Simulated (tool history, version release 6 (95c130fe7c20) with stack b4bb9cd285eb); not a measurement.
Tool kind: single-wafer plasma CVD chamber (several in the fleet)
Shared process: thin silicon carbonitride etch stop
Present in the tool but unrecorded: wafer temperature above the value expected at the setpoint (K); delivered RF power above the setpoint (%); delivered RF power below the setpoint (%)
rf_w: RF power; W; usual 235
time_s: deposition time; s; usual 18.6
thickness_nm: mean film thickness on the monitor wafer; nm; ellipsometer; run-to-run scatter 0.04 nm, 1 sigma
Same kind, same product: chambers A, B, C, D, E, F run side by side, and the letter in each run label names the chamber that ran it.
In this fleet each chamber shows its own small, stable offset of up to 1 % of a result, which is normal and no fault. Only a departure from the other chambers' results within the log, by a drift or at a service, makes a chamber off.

| run | hour | rf_w | time_s | hours since the last thermocouple change | hours since the last RF generator calibration | read-back reference wafer on the same gauge, thickness_nm | thickness_nm |
|---|---|---|---|---|---|---|---|
|  | 10.5 | chamber E: RF generator calibrated |
| 1E | 14.8 | 235 | 18.6 | 2324.2 | 4.4 | 9.5001 | 10.9870 |
| 2A | 25.1 | 235 | 18.6 | 380.2 | 72.4 | 9.5059 | 11.1810 |
| 3C | 34.2 | 235 | 18.6 | 1851.9 | 1032.9 | 9.5003 | 11.1380 |
| 4B | 48.9 | 235 | 18.6 | 2029.4 | 150.7 | 9.5070 | 11.1320 |
| 5D | 62.2 | 235 | 18.6 | 1735.5 | 1573.3 | 9.4985 | 11.0980 |
|  | 72.9 | chamber D: thermocouple changed; heater temperature recalibrated |
| 6F | 73.0 | 235 | 18.6 | 482.9 | 1724.1 | 9.5071 | 11.0680 |
| 7B | 83.9 | 235 | 18.6 | 2064.4 | 185.7 | 9.4968 | 11.1020 |
| 8E | 96.8 | 235 | 18.6 | 2406.2 | 86.4 | 9.4982 | 10.9820 |
| 9C | 108.6 | 235 | 18.6 | 1926.3 | 1107.3 | 9.4992 | 11.2140 |
| 10F | 118.6 | 190 | 19.7 | 528.5 | 1769.7 | 9.4940 | 10.9580 |
| 11D | 127.4 | 190 | 19.7 | 54.5 | 1638.5 | 9.4980 | 10.9910 |
| 12A | 139.9 | 190 | 19.7 | 495.0 | 187.2 | 9.5084 | 11.2120 |
| 13E | 147.0 | 190 | 19.7 | 2456.4 | 136.6 | 9.4928 | 10.9220 |
|  | 150.0 | chamber F: RF generator calibrated |
| 14C | 160.8 | 190 | 19.7 | 1978.5 | 1159.5 | 9.4940 | 11.0870 |
| 15B | 174.6 | 190 | 19.7 | 2155.1 | 276.4 | 9.4948 | 11.0200 |
| 16A | 185.2 | 235 | 18.6 | 540.3 | 232.5 | 9.5021 | 11.1480 |
| 17F | 193.1 | 235 | 18.6 | 603.0 | 43.2 | 9.5075 | 11.0760 |
|  | 195.0 | chamber B: thermocouple changed; heater temperature recalibrated |
| 18D | 202.6 | 235 | 18.6 | 129.7 | 1713.7 | 9.4958 | 11.1230 |
| 19D | 215.5 | 235 | 18.6 | 142.6 | 1726.6 | 9.5044 | 11.1170 |
| 20E | 229.8 | 190 | 15.1 | 2539.2 | 219.4 | 9.4989 | 8.3651 |
| 21F | 242.5 | 190 | 15.1 | 652.4 | 92.6 | 9.5057 | 8.4096 |
| 22B | 249.7 | 190 | 15.1 | 54.7 | 351.5 | 9.4933 | 8.4712 |
| 23A | 264.1 | 190 | 15.1 | 619.2 | 311.4 | 9.4979 | 8.5338 |
| 24C | 277.7 | 190 | 15.1 | 2095.4 | 1276.4 | 9.4935 | 8.5611 |
| 25A | 292.3 | 190 | 15.1 | 647.4 | 339.6 | 9.4946 | 8.5726 |
| 26D | 300.2 | 235 | 18.6 | 227.3 | 1811.3 | 9.5027 | 11.0850 |
| 27E | 314.0 | 235 | 18.6 | 2623.4 | 303.6 | 9.5005 | 10.9710 |
| 28C | 324.8 | 235 | 18.6 | 2142.5 | 1323.5 | 9.5077 | 11.2750 |
| 29F | 338.9 | 235 | 18.6 | 748.8 | 189.0 | 9.5016 | 10.9940 |
| 30B | 351.9 | 205 | 17.0 | 156.9 | 453.7 | 9.5117 | 9.7347 |
| 31B | 364.0 | 205 | 17.0 | 169.0 | 465.8 | 9.5017 | 9.8360 |
| 32F | 375.9 | 205 | 17.0 | 785.8 | 226.0 | 9.5023 | 9.6272 |
| 33E | 386.3 | 205 | 17.0 | 2695.7 | 375.9 | 9.5005 | 9.7128 |
| 34D | 396.4 | 205 | 17.0 | 323.5 | 1907.5 | 9.4872 | 9.7193 |
| 35C | 406.2 | 205 | 17.0 | 2223.9 | 1404.9 | 9.5037 | 9.8444 |
| 36A | 416.3 | 235 | 18.6 | 771.4 | 463.6 | 9.4941 | 11.2440 |
| 37C | 427.6 | 235 | 18.6 | 2245.3 | 1426.3 | 9.4980 | 11.1610 |
| 38E | 441.0 | 235 | 18.6 | 2750.4 | 430.6 | 9.5042 | 10.9800 |
| 39A | 451.6 | 210 | 21.8 | 806.7 | 498.9 | 9.4981 | 12.7070 |
| 40D | 460.9 | 210 | 21.8 | 388.0 | 1972.0 | 9.4899 | 12.5580 |
| 41B | 472.2 | 210 | 21.8 | 277.2 | 574.0 | 9.4999 | 12.6330 |
| 42F | 480.5 | 210 | 21.8 | 890.4 | 330.6 | 9.5064 | 12.4880 |
| 43D | 488.0 | 210 | 21.8 | 415.1 | 1999.1 | 9.4931 | 12.5420 |
| 44B | 502.6 | 210 | 21.8 | 307.6 | 604.4 | 9.4932 | 12.6050 |

Next, all 6 chambers run the settings below, one line each with question marks for the results. What does each chamber give?
| 45A | 513.2 | 235 | 18.6 |  |  |  | ? |
| 45B | 513.2 | 235 | 18.6 |  |  |  | ? |
| 45C | 513.2 | 235 | 18.6 |  |  |  | ? |
| 45D | 513.2 | 235 | 18.6 |  |  |  | ? |
| 45E | 513.2 | 235 | 18.6 |  |  |  | ? |
| 45F | 513.2 | 235 | 18.6 |  |  |  | ? |

| run | thickness_nm |
|---|---|
| 45A | 11.2110 |
| 45B | 11.1120 |
| 45C | 11.1440 |
| 45D | 11.0820 |
| 45E | 10.9780 |
| 45F | 11.0790 |

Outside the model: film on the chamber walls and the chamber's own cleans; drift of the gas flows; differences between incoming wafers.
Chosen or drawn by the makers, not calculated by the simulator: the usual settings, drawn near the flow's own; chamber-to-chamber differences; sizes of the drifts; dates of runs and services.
